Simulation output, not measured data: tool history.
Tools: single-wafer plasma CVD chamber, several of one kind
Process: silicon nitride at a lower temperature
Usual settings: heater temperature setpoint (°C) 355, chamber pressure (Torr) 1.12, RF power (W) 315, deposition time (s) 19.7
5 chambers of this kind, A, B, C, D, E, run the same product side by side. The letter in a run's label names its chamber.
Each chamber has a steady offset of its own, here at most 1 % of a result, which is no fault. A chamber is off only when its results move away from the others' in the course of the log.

run     day  heater temperature setpoint (°C)  chamber pressure (Torr)  RF power (W)  deposition time (s)  read-back reference wafer on the same gauge, thickness_nm  mean film thickness on the monitor wafer (angstrom)
 1C   0.354                               355                     1.12           315                 19.7                                                     24.384                                               215.76
 2A   0.646                               355                     1.12           315                 19.7                                                     24.398                                               216.57
 3D   1.079                               355                     1.12           315                 19.7                                                     24.393                                               216.91
 4B   1.454                               355                     1.12           315                 19.7                                                     24.393                                               215.41
 5E   1.946                               355                     1.12           315                 19.7                                                     24.397                                               217.08
 6C   2.325                               355                     1.12           315                 19.7                                                     24.405                                               217.08
      2.529  -- chamber D: thermocouple changed; heater temperature recalibrated
 7B   2.758                               355                     1.12           270                 19.7                                                     24.395                                               192.44
 8D   3.062                               355                     1.12           270                 19.7                                                      24.39                                                  195
 9A   3.367                               355                     1.12           270                 19.7                                                     24.407                                               195.99
10E   3.638                               355                     1.12           270                 19.7                                                     24.414                                               194.67
11B   4.121                               355                     1.12           270                 19.7                                                     24.373                                               194.99
12D   4.371                               355                      1.3           315                 16.9                                                     24.397                                               194.78
13A   4.679                               355                      1.3           315                 16.9                                                       24.4                                               192.99
14C   4.967                               355                      1.3           315                 16.9                                                     24.411                                               194.78
15E   5.212                               355                      1.3           315                 16.9                                                     24.394                                               195.27
16A   5.467                               355                      1.3           315                 16.9                                                     24.417                                               194.14
17D   5.938                               355                     1.12           315                 19.7                                                     24.404                                               214.81
18C   6.317                               355                     1.12           315                 19.7                                                     24.399                                               216.81
19B   6.625                               355                     1.12           315                 19.7                                                     24.412                                               212.74
20E   7.008                               355                     1.12           315                 19.7                                                     24.402                                               215.63
21C   7.288                               355                     1.12           315                 19.7                                                     24.405                                               216.54
22D   7.596                               355                     1.12           315                 19.7                                                     24.412                                               215.68
23E   7.967                               355                     1.12           315                 19.7                                                      24.38                                               217.46
24B   8.258                               355                     1.12           335                 19.7                                                     24.377                                               219.87
25A   8.538                               355                     1.12           335                 19.7                                                     24.404                                               225.02
26C   8.892                               355                     1.12           335                 19.7                                                     24.402                                               227.07
27A   9.208                               355                     1.12           335                 19.7                                                     24.382                                                224.4
28E   9.633                               355                     1.12           335                 19.7                                                     24.425                                               227.64
29D   9.946                               355                     1.12           315                   17                                                     24.409                                               187.36
30B  10.275                               355                     1.12           315                   17                                                     24.405                                               182.48
31C  10.696                               355                     1.12           315                   17                                                     24.389                                               188.57
32B    11.1                               355                     1.12           315                   17                                                     24.412                                               180.91
33D  11.525                               355                     1.12           315                   17                                                     24.387                                               188.18
34E    11.9                               355                     1.12           315                 19.7                                                     24.392                                                217.9
35A  12.171                               355                     1.12           315                 19.7                                                     24.413                                               215.36
36E  12.625                               355                     1.12           315                 19.7                                                     24.409                                               216.66
37B   12.95                               355                     1.12           315                 19.7                                                     24.415                                               207.48
38D  13.312                               355                     1.12           315                 19.7                                                     24.401                                               216.41
39C  13.733                               355                     1.12           315                 19.7                                                       24.4                                               216.27
40A  14.008                               355                     1.12           315                 19.7                                                     24.391                                               216.41
41C  14.383                               355                     1.12           315                 19.7                                                     24.388                                               215.61
42A  14.733                               355                     1.12           315                 21.2                                                     24.409                                               232.89
43B      15                               355                     1.12           315                 21.2                                                     24.403                                               220.98

What goes on in this fleet: one chamber off, a drifting gauge, or nothing beyond the chambers' own small offsets? Name the chamber and the cause, if any.

Chamber B drifts away from the others.
Cause: delivered RF power below the setpoint (%) = 6.87.

Here are 4 candidates for chamber B's next run, each the usual settings with a change, their results left as question marks. Which one brings its results back in line with what the others give on the usual settings?
In line means no further than this from the other chambers' mean on the usual settings: mean film thickness on the monitor wafer (angstrom) 2.9
44B-1  15.354                               355                     1.12           305                   19                                                                                                               ?
44B-2  15.354                               355                     1.17           335                 19.7                                                                                                               ?
44B-3  15.354                               355                     1.09           305                 18.6                                                                                                               ?
44B-4  15.354                               355                      1.2           350                 19.7                                                                                                               ?

The other chambers' mean on the usual settings: mean film thickness on the monitor wafer (angstrom) 216.85
  run  mean film thickness on the monitor wafer (angstrom)
44B-1                                               193.14
44B-2                                               216.17
44B-3                                                187.5
44B-4                                                224.2
44B-2 brings the chamber back in line.
